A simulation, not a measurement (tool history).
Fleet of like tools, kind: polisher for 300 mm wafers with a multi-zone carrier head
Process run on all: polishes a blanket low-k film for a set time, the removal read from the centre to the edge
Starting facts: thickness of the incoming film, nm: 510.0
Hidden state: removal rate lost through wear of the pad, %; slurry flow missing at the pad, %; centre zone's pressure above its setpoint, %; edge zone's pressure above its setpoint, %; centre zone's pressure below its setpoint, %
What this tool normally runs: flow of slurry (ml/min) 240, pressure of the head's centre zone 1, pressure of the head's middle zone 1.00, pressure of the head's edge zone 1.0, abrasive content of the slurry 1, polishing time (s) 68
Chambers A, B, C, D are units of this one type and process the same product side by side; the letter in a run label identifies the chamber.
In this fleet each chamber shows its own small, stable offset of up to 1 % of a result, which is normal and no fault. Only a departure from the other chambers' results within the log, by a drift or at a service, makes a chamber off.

run,hour,flow of slurry (ml/min),pressure of the head's centre zone,pressure of the head's middle zone,pressure of the head's edge zone,abrasive content of the slurry,polishing time (s),wafers polished on this pad,hours since the slurry nozzle was cleaned,hours since the centre zone pressure was calibrated,hours since the edge zone pressure was calibrated,film removed at the wafer's centre (nm),film removed at mid-radius (nm),film removed at the wafer's edge (nm)
# hour 3.1: chamber C: centre zone pressure recalibrated
1C,7.1,240,1,1.00,1.0,1,68,281,740.7,4.1,405.7,16.736,17.419,17.347
2D,14.0,240,1,1.00,1.0,1,68,250,226.7,501.4,273.3,17.311,17.446,17.411
3B,18.1,240,1,1.00,1.0,1,68,431,869.4,938.5,874.1,16.936,17.288,17.164
4A,25.1,240,1,1.00,1.0,1,68,755,391.9,1311.5,662.8,17.034,17.152,16.963
5C,28.8,240,1,1.07,1.0,1,68,457,762.4,25.8,427.4,17.155,18.794,17.077
# hour 36.4: chamber C: edge zone pressure recalibrated
6A,36.6,240,1,1.07,1.0,1,68,848,403.4,1323.0,674.3,16.963,18.882,17.114
7D,40.9,240,1,1.07,1.0,1,68,470,253.6,528.3,300.2,17.172,18.393,17.490
# hour 44.1: chamber C: worn pad replaced by a new one
8B,46.4,240,1,1.07,1.0,1,68,662,897.7,966.8,902.4,17.207,18.325,17.044
# hour 47.9: chamber A: centre zone pressure recalibrated
9B,52.0,240,1,1.00,1.0,1,68,707,903.3,972.4,908.0,17.290,16.795,16.993
10C,59.3,240,1,1.00,1.0,1,68,124,792.9,56.3,22.9,17.536,17.280,17.163
11A,63.4,240,1,1.00,1.0,1,68,1067,430.2,15.5,701.1,17.083,17.103,16.915
# hour 65.2: chamber B: slurry nozzle cleaned
12D,67.0,240,1,1.00,1.0,1,68,682,279.7,554.4,326.3,17.279,17.586,17.509
13C,72.2,240,1,1.00,1.0,1,68,229,805.8,69.2,35.8,17.691,16.845,17.086
# hour 74.7: chamber D: worn pad replaced by a new one
14A,77.4,185,1,1.00,1.0,1,81,1181,444.2,29.5,715.1,19.939,19.480,19.966
15D,81.3,185,1,1.00,1.0,1,81,54,294.0,568.7,340.6,19.609,20.110,20.164
16B,88.1,185,1,1.00,1.0,1,81,1001,23.0,1008.5,944.1,19.484,19.269,19.791
17C,95.5,185,1,1.00,1.0,1,81,419,829.1,92.5,59.1,20.029,19.983,19.834
18B,101.4,240,1,1.00,1.0,1,68,1110,36.3,1021.8,957.4,17.191,16.654,17.270
19A,105.1,240,1,1.00,1.0,1,68,1406,471.9,57.2,742.8,16.917,17.126,17.006
20D,109.5,240,1,1.00,1.0,1,68,284,322.2,596.9,368.8,17.187,17.318,17.447
21B,116.3,240,1,1.00,1.0,1,68,1231,51.2,1036.7,972.3,17.096,17.420,17.077
# hour 119.7: chamber B: worn pad replaced by a new one
22A,121.2,240,1,1.00,1.0,1,68,1538,488.0,73.3,758.9,17.210,16.909,16.975
# hour 122.8: chamber C: worn pad replaced by a new one
23C,127.3,240,1,1.00,1.0,1,68,36,860.9,124.3,90.9,16.999,17.311,17.355
# hour 130.2: chamber A: worn pad replaced by a new one
24D,134.8,240,1,1.00,1.0,1,68,490,347.5,622.2,394.1,17.356,16.981,17.257
25B,141.1,240,1,1.00,1.0,1,68,174,76.0,1061.5,997.1,17.363,17.120,17.165
26A,148.7,240,1,1.00,1.0,1,68,150,515.5,100.8,786.4,16.783,17.142,17.281
# hour 152.0: chamber A: edge zone pressure recalibrated
# hour 154.2: chamber A: slurry nozzle cleaned
27C,155.9,240,1,0.95,1.1,1,68,269,889.5,152.9,119.5,16.968,16.724,18.182
28D,160.6,240,1,0.95,1.1,1,68,700,373.3,648.0,419.9,17.230,16.422,18.372
29D,167.6,240,1,0.95,1.1,1,68,757,380.3,655.0,426.9,17.328,16.555,18.193
30C,173.2,240,1,0.95,1.1,1,68,410,906.8,170.2,136.8,17.195,16.511,17.885
31B,179.7,240,1,1.00,1.0,1,68,489,114.6,1100.1,1035.7,17.037,17.084,17.024
32A,185.2,240,1,1.00,1.0,1,68,448,31.1,137.3,33.3,17.107,17.543,17.090
# hour 189.4: chamber D: worn pad replaced by a new one
33D,192.6,240,1,1.00,1.0,1,68,26,405.3,680.0,451.9,17.321,17.487,17.407

Predict what each chamber gives when all 4 of them run the settings below next.
34A,198.3,240,1,1.00,1.0,1,68,,,,,?,?,?
34B,198.3,240,1,1.00,1.0,1,68,,,,,?,?,?
34C,198.3,240,1,1.00,1.0,1,68,,,,,?,?,?
34D,198.3,240,1,1.00,1.0,1,68,,,,,?,?,?

run,film removed at the wafer's centre (nm),film removed at mid-radius (nm),film removed at the wafer's edge (nm)
34A,17.209,17.397,17.103
34B,16.976,17.309,17.131
34C,17.285,17.678,17.139
34D,17.133,17.159,17.370

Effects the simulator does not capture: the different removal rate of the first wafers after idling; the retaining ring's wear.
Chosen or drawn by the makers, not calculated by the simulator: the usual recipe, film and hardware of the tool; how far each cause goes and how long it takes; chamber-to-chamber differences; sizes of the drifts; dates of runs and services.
